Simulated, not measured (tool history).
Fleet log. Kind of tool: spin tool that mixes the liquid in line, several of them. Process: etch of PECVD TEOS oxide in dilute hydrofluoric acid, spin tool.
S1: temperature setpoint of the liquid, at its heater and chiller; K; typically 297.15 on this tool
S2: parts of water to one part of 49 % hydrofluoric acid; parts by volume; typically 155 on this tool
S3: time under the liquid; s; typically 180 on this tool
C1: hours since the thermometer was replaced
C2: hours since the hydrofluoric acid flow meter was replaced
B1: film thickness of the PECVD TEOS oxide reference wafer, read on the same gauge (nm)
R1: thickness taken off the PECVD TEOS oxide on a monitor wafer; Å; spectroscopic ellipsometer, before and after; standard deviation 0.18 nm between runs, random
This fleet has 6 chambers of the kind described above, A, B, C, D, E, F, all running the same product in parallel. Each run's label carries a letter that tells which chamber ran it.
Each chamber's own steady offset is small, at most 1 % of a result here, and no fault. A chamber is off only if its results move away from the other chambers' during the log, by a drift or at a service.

run   hour      S1   S2   S3      C1      C2      B1      R1
 1A      8  297.15  155  180   288.5   232.7  29.998  198.05
 2D   17.4  297.15  155  180  2704.2   482.7  30.003  196.76
 3C   30.4  297.15  155  180   854.9   431.7  29.989  193.73
        33  -- chamber C: hydrofluoric acid flow meter replaced
 4F   42.2  297.15  155  180  1322.2   911.5   29.98  201.94
 5B     50  297.15  155  180   540.5   326.3  30.012  200.51
 6E   57.7  297.15  155  180   168.4   686.4  29.994  195.76
 7F   68.8  297.15  155  180  1348.8   938.1  30.001  198.38
 8A     82  297.15  155  180   362.5   306.7  30.004  196.07
 9B   92.2  293.65  125  180   582.7   368.5  29.996  221.97
10D  104.6  293.65  125  180  2791.4   569.9  29.986   223.3
11E  113.6  293.65  125  180   224.3   742.3  30.014  220.59
12C  122.9  293.65  125  180   947.4    89.9  29.997  220.46
13E  130.9  293.65  125  180   241.6   759.6  29.971   220.6
14F  141.9  293.65  125  180  1421.9  1011.2  29.974  222.31
15A  153.3  297.15  155  180   433.8     378  30.003  201.37
16B  162.1  297.15  155  180   652.6   438.4  29.988  192.06
17C  171.9  297.15  155  180   996.4   138.9  29.995  196.88
18D  185.3  297.15  155  180  2872.1   650.6  30.002  201.14
19C    194  297.15  155  180  1018.5     161  29.979  195.37
20A  205.6  297.15  155  180   486.1   430.3  30.031  197.93
     207.8  -- chamber B: thermometer replaced
21E  214.3  297.15  155  180     325     843  29.988  197.31
22F  221.7  297.15  155  180  1501.7    1091  29.992  202.62
23D  234.3  297.15  155  180  2921.1   699.6  29.992   201.2
24B    242  297.15  155  180    34.3   518.3  29.994  192.34
     244.2  -- chamber D: thermometer replaced
25A  254.6  297.15  155  180   535.1   479.3  29.974  198.91
26C  264.3  297.15  155  180  1088.8   231.3  30.018  195.24
27E  270.3  297.15  155  180     381     899  30.013  199.36
28B  282.9  297.15  155  180    75.2   559.2  29.995  190.86
29F  295.3  297.15  155  180  1575.3  1164.6  29.998  200.16
30D  302.4  297.15  155  180    58.3   767.7  30.011  198.35
31F  310.2  301.15  155  245  1590.2  1179.5      30  317.36
32A    319  301.15  155  245   599.5   543.7  30.006  313.96
33D    325  301.15  155  245    80.9   790.3   29.99  313.78
34C    333  301.15  155  245  1157.5     300  30.009  307.48
35B  340.8  301.15  155  245   133.1   617.1  29.987  302.72
36E  348.8  301.15  155  245   459.5   977.5  29.992   312.9
37C  357.8  297.15  155  180  1182.3   324.8  30.004  195.98

What goes on in this fleet: one chamber off, a drifting gauge, or nothing beyond the chambers' own small offsets? Name the chamber and the cause, if any.

It is chamber B that slowly wanders off from its peers.
Likeliest cause: hydrofluoric acid flow below the setpoint (%) = 3.96.

Chamber B could run next with any of the 4 candidate recipes listed below; each alters the usual settings, and their results appear as question marks. Which one brings its results back in line with what the other chambers deliver on the usual settings?
In-line tolerance around the mean of the other chambers on the usual settings: R1 6.2 Å
38B-1  367.4  297.15  155  160               ?
38B-2  367.4  297.15  150  180               ?
38B-3  367.4  297.15  155  170               ?
38B-4  367.4  297.15  155  200               ?

What the other chambers average on the usual settings: R1 198.37 Å
  run      R1
38B-1  167.92
38B-2  196.31
38B-3  178.42
38B-4   209.9
38B-2 is the one that brings the chamber's results back in line with the other chambers.
